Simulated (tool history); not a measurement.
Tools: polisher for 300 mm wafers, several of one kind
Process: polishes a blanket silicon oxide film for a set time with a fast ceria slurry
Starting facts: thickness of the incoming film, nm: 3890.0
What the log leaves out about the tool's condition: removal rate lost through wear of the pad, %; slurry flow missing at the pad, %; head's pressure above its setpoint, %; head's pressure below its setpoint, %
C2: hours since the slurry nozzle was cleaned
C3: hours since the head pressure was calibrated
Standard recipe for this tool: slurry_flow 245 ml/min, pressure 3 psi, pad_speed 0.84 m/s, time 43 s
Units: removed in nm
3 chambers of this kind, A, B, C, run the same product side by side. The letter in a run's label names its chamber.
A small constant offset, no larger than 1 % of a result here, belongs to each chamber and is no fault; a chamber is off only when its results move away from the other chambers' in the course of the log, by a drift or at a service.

Run 1C, day 0.471: usual settings; wafers polished on this pad 1057; C2 253.0; C3 48.8. Result: removed 686.33 nm.
Run 2B, day 1.088: usual settings; wafers polished on this pad 507; C2 706.7; C3 59.4. Result: removed 683.77 nm.
At day 1.308: chamber C: worn pad replaced by a new one.
Run 3A, day 1.371: usual settings; wafers polished on this pad 428; C2 123.2; C3 169.0. Result: removed 682.24 nm.
Run 4B, day 1.888: usual settings; wafers polished on this pad 679; C2 725.9; C3 78.6. Result: removed 677.79 nm.
Run 5A, day 2.229: usual settings; wafers polished on this pad 612; C2 143.8; C3 189.6. Result: removed 674.78 nm.
At day 2.400: chamber B: slurry nozzle cleaned.
Run 6C, day 2.679: usual settings but time 50 s; wafers polished on this pad 294; C2 306.0; C3 101.8. Result: removed 801.41 nm.
At day 2.921: chamber B: worn pad replaced by a new one.
Run 7B, day 3.283: usual settings but time 50 s; wafers polished on this pad 77; C2 21.2; C3 112.1. Result: removed 807.57 nm.
At day 3.579: chamber A: worn pad replaced by a new one.
Run 8C, day 3.600: usual settings but time 50 s; wafers polished on this pad 492; C2 328.1; C3 123.9. Result: removed 795.97 nm.
Run 9A, day 4.029: usual settings; wafers polished on this pad 97; C2 187.0; C3 232.8. Result: removed 688.74 nm.
Run 10B, day 4.538: usual settings; wafers polished on this pad 346; C2 51.3; C3 142.2. Result: removed 670.69 nm.
Run 11C, day 4.875: usual settings; wafers polished on this pad 765; C2 358.7; C3 154.5. Result: removed 695.87 nm.
Run 12A, day 5.429: usual settings; wafers polished on this pad 397; C2 220.6; C3 266.4. Result: removed 701.26 nm.
Run 13C, day 5.892: usual settings; wafers polished on this pad 983; C2 383.1; C3 178.9. Result: removed 695.16 nm.
At day 6.171: chamber B: worn pad replaced by a new one.
Run 14A, day 6.446: usual settings but slurry_flow 215 ml/min; wafers polished on this pad 615; C2 245.0; C3 290.8. Result: removed 694.88 nm.
Run 15B, day 6.838: usual settings but slurry_flow 215 ml/min; wafers polished on this pad 143; C2 106.5; C3 197.4. Result: removed 672.83 nm.
At day 7.133: chamber C: worn pad replaced by a new one.
Run 16C, day 7.379: usual settings but slurry_flow 215 ml/min; wafers polished on this pad 52; C2 418.8; C3 214.6. Result: removed 670.65 nm.
Run 17B, day 7.996: usual settings but slurry_flow 315 ml/min; wafers polished on this pad 391; C2 134.3; C3 225.2. Result: removed 702.23 nm.
Run 18A, day 8.288: usual settings but slurry_flow 315 ml/min; wafers polished on this pad 1010; C2 289.2; C3 335.0. Result: removed 741.37 nm.
Run 19A, day 8.617: usual settings but slurry_flow 315 ml/min; wafers polished on this pad 1080; C2 297.1; C3 342.9. Result: removed 739.69 nm.
Run 20B, day 8.921: usual settings; wafers polished on this pad 589; C2 156.5; C3 247.4. Result: removed 676.53 nm.
Run 21C, day 9.367: usual settings; wafers polished on this pad 479; C2 466.5; C3 262.3. Result: removed 681.03 nm.

Next, all 3 chambers run the settings below, one line each with question marks for the results. What does each chamber give?
Run 22A, day 9.833: usual settings. Result: removed ?.
Run 22B, day 9.833: usual settings. Result: removed ?.
Run 22C, day 9.833: usual settings. Result: removed ?.

run  removed
22A   731.69
22B   688.30
22C   675.29
